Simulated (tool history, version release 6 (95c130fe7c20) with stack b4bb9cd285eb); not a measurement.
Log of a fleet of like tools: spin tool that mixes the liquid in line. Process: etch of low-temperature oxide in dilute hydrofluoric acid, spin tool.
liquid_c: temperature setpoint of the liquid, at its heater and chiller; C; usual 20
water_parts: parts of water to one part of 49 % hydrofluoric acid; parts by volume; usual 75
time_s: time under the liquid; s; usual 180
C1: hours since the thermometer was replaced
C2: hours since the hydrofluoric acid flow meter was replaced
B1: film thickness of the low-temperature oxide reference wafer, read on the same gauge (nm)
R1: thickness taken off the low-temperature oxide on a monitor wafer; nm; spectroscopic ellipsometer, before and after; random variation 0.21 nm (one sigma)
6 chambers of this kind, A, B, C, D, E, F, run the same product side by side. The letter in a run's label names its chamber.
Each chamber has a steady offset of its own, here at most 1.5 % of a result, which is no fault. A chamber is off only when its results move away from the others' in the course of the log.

{"run": "1D", "hour": 12.7, "liquid_c": 20, "water_parts": 75, "time_s": 180, "C1": 1239.2, "C2": 230.9, "B1": 140, "R1": 22.556}
{"run": "2E", "hour": 20.3, "liquid_c": 20, "water_parts": 75, "time_s": 180, "C1": 85.6, "C2": 1607.1, "B1": 140.02, "R1": 22.643}
{"run": "3F", "hour": 31.2, "liquid_c": 20, "water_parts": 75, "time_s": 180, "C1": 1139, "C2": 597.5, "B1": 140.01, "R1": 22.125}
{"run": "4B", "hour": 42.7, "liquid_c": 20, "water_parts": 75, "time_s": 180, "C1": 256.2, "C2": 332.5, "B1": 140.04, "R1": 22.587}
{"run": "5A", "hour": 52.0, "liquid_c": 20, "water_parts": 75, "time_s": 180, "C1": 962.3, "C2": 613.3, "B1": 140.04, "R1": 22.211}
{"run": "6C", "hour": 61.0, "liquid_c": 20, "water_parts": 75, "time_s": 180, "C1": 265.1, "C2": 72.2, "B1": 140.02, "R1": 22.079}
{"run": "7F", "hour": 70.5, "liquid_c": 20, "water_parts": 75, "time_s": 180, "C1": 1178.3, "C2": 636.8, "B1": 139.97, "R1": 22.519}
{"hour": 72.1, "done": "chamber F: thermometer replaced"}
{"run": "8E", "hour": 81.0, "liquid_c": 20, "water_parts": 75, "time_s": 180, "C1": 146.3, "C2": 1667.8, "B1": 139.97, "R1": 22.67}
{"hour": 84.9, "done": "chamber D: thermometer replaced"}
{"run": "9D", "hour": 93.0, "liquid_c": 20, "water_parts": 75, "time_s": 180, "C1": 8.2, "C2": 311.2, "B1": 139.98, "R1": 21.884}
{"run": "10A", "hour": 103.9, "liquid_c": 24.5, "water_parts": 40, "time_s": 180, "C1": 1014.2, "C2": 665.2, "B1": 139.98, "R1": 53.326}
{"run": "11B", "hour": 116.7, "liquid_c": 24.5, "water_parts": 40, "time_s": 180, "C1": 330.2, "C2": 406.5, "B1": 139.99, "R1": 53.398}
{"run": "12C", "hour": 123.3, "liquid_c": 24.5, "water_parts": 40, "time_s": 180, "C1": 327.4, "C2": 134.5, "B1": 139.99, "R1": 52.678}
{"run": "13B", "hour": 130.3, "liquid_c": 24.5, "water_parts": 40, "time_s": 180, "C1": 343.8, "C2": 420.1, "B1": 140.03, "R1": 53.664}
{"run": "14F", "hour": 137.8, "liquid_c": 24.5, "water_parts": 40, "time_s": 180, "C1": 65.8, "C2": 704.1, "B1": 140, "R1": 53.565}
{"run": "15D", "hour": 145.1, "liquid_c": 24.5, "water_parts": 40, "time_s": 180, "C1": 60.3, "C2": 363.3, "B1": 140.02, "R1": 51.359}
{"run": "16A", "hour": 155.6, "liquid_c": 20, "water_parts": 75, "time_s": 180, "C1": 1065.9, "C2": 716.9, "B1": 140.01, "R1": 22.547}
{"run": "17E", "hour": 164.4, "liquid_c": 20, "water_parts": 75, "time_s": 180, "C1": 229.7, "C2": 1751.2, "B1": 139.98, "R1": 22.875}
{"run": "18C", "hour": 173.0, "liquid_c": 20, "water_parts": 75, "time_s": 180, "C1": 377.1, "C2": 184.2, "B1": 140, "R1": 22.422}
{"run": "19B", "hour": 179.4, "liquid_c": 20, "water_parts": 75, "time_s": 105, "C1": 392.9, "C2": 469.2, "B1": 140.02, "R1": 13.581}
{"run": "20F", "hour": 186.4, "liquid_c": 20, "water_parts": 75, "time_s": 105, "C1": 114.4, "C2": 752.7, "B1": 139.96, "R1": 13.037}
{"run": "21D", "hour": 194.0, "liquid_c": 20, "water_parts": 75, "time_s": 105, "C1": 109.2, "C2": 412.2, "B1": 140.02, "R1": 13.155}
{"run": "22E", "hour": 204.0, "liquid_c": 20, "water_parts": 75, "time_s": 105, "C1": 269.3, "C2": 1790.8, "B1": 140.01, "R1": 13.045}
{"run": "23A", "hour": 216.5, "liquid_c": 20, "water_parts": 75, "time_s": 105, "C1": 1126.8, "C2": 777.8, "B1": 140, "R1": 13.347}
{"run": "24C", "hour": 228.7, "liquid_c": 20, "water_parts": 75, "time_s": 105, "C1": 432.8, "C2": 239.9, "B1": 139.96, "R1": 12.957}
{"run": "25E", "hour": 238.7, "liquid_c": 20, "water_parts": 75, "time_s": 180, "C1": 304, "C2": 1825.5, "B1": 139.99, "R1": 22.743}
{"run": "26C", "hour": 248.7, "liquid_c": 20, "water_parts": 75, "time_s": 180, "C1": 452.8, "C2": 259.9, "B1": 140.03, "R1": 22.506}
{"run": "27F", "hour": 258.2, "liquid_c": 20, "water_parts": 75, "time_s": 180, "C1": 186.2, "C2": 824.5, "B1": 140, "R1": 22.096}
{"run": "28B", "hour": 269.5, "liquid_c": 20, "water_parts": 75, "time_s": 180, "C1": 483, "C2": 559.3, "B1": 139.96, "R1": 24.106}
{"run": "29D", "hour": 281.0, "liquid_c": 20, "water_parts": 75, "time_s": 180, "C1": 196.2, "C2": 499.2, "B1": 139.98, "R1": 22.97}
{"run": "30A", "hour": 288.5, "liquid_c": 20, "water_parts": 75, "time_s": 180, "C1": 1198.8, "C2": 849.8, "B1": 140, "R1": 22.705}
{"run": "31B", "hour": 296.9, "liquid_c": 20, "water_parts": 75, "time_s": 180, "C1": 510.4, "C2": 586.7, "B1": 140.05, "R1": 24.16}
{"run": "32C", "hour": 308.3, "liquid_c": 20, "water_parts": 75, "time_s": 180, "C1": 512.4, "C2": 319.5, "B1": 139.97, "R1": 21.918}
{"run": "33E", "hour": 321.1, "liquid_c": 20, "water_parts": 75, "time_s": 180, "C1": 386.4, "C2": 1907.9, "B1": 139.98, "R1": 22.777}
{"run": "34D", "hour": 331.9, "liquid_c": 20, "water_parts": 75, "time_s": 180, "C1": 247.1, "C2": 550.1, "B1": 140, "R1": 22.496}
{"run": "35F", "hour": 338.9, "liquid_c": 20, "water_parts": 105, "time_s": 180, "C1": 266.9, "C2": 905.2, "B1": 140.02, "R1": 15.271}
{"run": "36A", "hour": 351.7, "liquid_c": 20, "water_parts": 105, "time_s": 180, "C1": 1262, "C2": 913, "B1": 139.99, "R1": 15.586}
{"run": "37C", "hour": 358.2, "liquid_c": 20, "water_parts": 105, "time_s": 180, "C1": 562.3, "C2": 369.4, "B1": 140.01, "R1": 15.476}

Is one chamber off against the others, does the gauge drift, or is nothing wrong? If a chamber is off, say which, and what the likeliest cause is.

Chamber B drifts away from the others.
Cause: hydrofluoric acid flow above the setpoint (%) = 10.4.
The log may not tell that from: liquid hotter than its thermometer reads (K).

Here are 4 candidates for chamber B's next run, each the usual settings with a change, their results left as question marks. Which one brings its results back in line with what the others give on the usual settings?
In line means no further than this from the other chambers' mean on the usual settings: R1 0.75 nm
{"run": "38B-1", "hour": 367.5, "liquid_c": 22.5, "water_parts": 75, "time_s": 180, "R1": "?"}
{"run": "38B-2", "hour": 367.5, "liquid_c": 20, "water_parts": 80, "time_s": 170, "R1": "?"}
{"run": "38B-3", "hour": 367.5, "liquid_c": 20, "water_parts": 75, "time_s": 230, "R1": "?"}
{"run": "38B-4", "hour": 367.5, "liquid_c": 19, "water_parts": 90, "time_s": 180, "R1": "?"}

The other chambers' mean on the usual settings: R1 22.462 nm
run=38B-1 R1=27.969
run=38B-2 R1=22.196
run=38B-3 R1=32.188
run=38B-4 R1=19.833
38B-2 brings the chamber back in line.
